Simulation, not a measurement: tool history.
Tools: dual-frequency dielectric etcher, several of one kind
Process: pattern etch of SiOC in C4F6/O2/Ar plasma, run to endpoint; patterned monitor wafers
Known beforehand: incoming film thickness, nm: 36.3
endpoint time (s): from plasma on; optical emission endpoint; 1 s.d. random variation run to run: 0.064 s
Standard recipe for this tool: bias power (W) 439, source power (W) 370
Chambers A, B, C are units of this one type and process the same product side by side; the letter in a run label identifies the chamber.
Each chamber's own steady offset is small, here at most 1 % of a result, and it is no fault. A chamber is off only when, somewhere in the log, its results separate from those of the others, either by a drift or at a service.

run	hour	bias power (W)	source power (W)	hours since the last wet clean	hours since the last bias power generator calibration	hours since the last source power generator calibration	endpoint time (s)
1C	11	439	370	486.1	628	1938.6	13.171
2A	16.4	439	370	281.1	2118.7	1162	13.318
3B	26.1	439	370	534.5	380.9	2563.6	13.122
4C	34.9	439	370	510	651.9	1962.5	13.303
5A	45.5	379	450	310.2	2147.8	1191.1	13.008
6B	55.8	379	450	564.2	410.6	2593.3	12.941
7B	61.5	379	450	569.9	416.3	2599	12.927
8A	67.1	439	370	331.8	2169.4	1212.7	13.563
# hour 75.5: chamber C: wet clean of the chamber
9C	76.6	439	370	1.1	693.6	2004.2	13.238
10A	86.7	439	370	351.4	2189	1232.3	13.445
11C	95.3	535	430	19.8	712.3	2022.9	11.519
12B	102.5	535	430	610.9	457.3	2640	11.68
13B	111.6	535	430	620	466.4	2649.1	11.584
14A	116.7	516	310	381.4	2219	1262.3	13.635
15C	123	516	310	47.5	740	2050.6	13.256
16C	132.6	516	310	57.1	749.6	2060.2	13.361
17B	139.8	439	370	648.2	494.6	2677.3	13.285
18A	147.5	439	370	412.2	2249.8	1293.1	13.701
19C	155.4	439	370	79.9	772.4	2083	13.069
20A	163.6	536	370	428.3	2265.9	1309.2	12.732
# hour 165.4: chamber B: wet clean of the chamber
21B	169.2	536	370	3.8	524	2706.7	12.191
22C	178.5	536	370	103	795.5	2106.1	12.258
23A	185.9	439	370	450.6	2288.2	1331.5	13.682
24B	191.7	439	370	26.3	546.5	2729.2	13.113
25B	199.9	439	370	34.5	554.7	2737.4	13.184
26C	208.1	439	370	132.6	825.1	2135.7	13.084
27A	213.2	439	370	477.9	2315.5	1358.8	13.844
28C	218.8	439	370	143.3	835.8	2146.4	13.249
29A	225.5	439	410	490.2	2327.8	1371.1	13.461
30B	236.2	439	410	70.8	591	2773.7	12.727
31A	246.6	439	410	511.3	2348.9	1392.2	13.487
32B	257.2	439	370	91.8	612	2794.7	13.085
33C	263.8	439	370	188.3	880.8	2191.4	13.153

Does one chamber stand apart from the rest, does the shared gauge drift, or is all well apart from small per-chamber offsets? Give the chamber and the most likely cause, where there is one.

Little by little, chamber A moves away from the other chambers.
Likeliest cause: etch rate under this chamber's usual, % = 5.43.

Which of the 4 candidates below, each the usual settings with something changed and its results left as question marks, puts chamber A back in line with what the other chambers give on the usual settings?
Allowed miss from the other chambers' usual-settings mean, per result, to count as in line: endpoint time (s) 0.22
34A-1	271.7	479	400				?
34A-2	271.7	589	370				?
34A-3	271.7	379	320				?
34A-4	271.7	362	370				?

The other chambers' mean on the usual settings: endpoint time (s) 13.171
run	endpoint time (s)
34A-1	13.228
34A-2	12.582
34A-3	15.676
34A-4	15.099
34A-1 brings the chamber back in line.

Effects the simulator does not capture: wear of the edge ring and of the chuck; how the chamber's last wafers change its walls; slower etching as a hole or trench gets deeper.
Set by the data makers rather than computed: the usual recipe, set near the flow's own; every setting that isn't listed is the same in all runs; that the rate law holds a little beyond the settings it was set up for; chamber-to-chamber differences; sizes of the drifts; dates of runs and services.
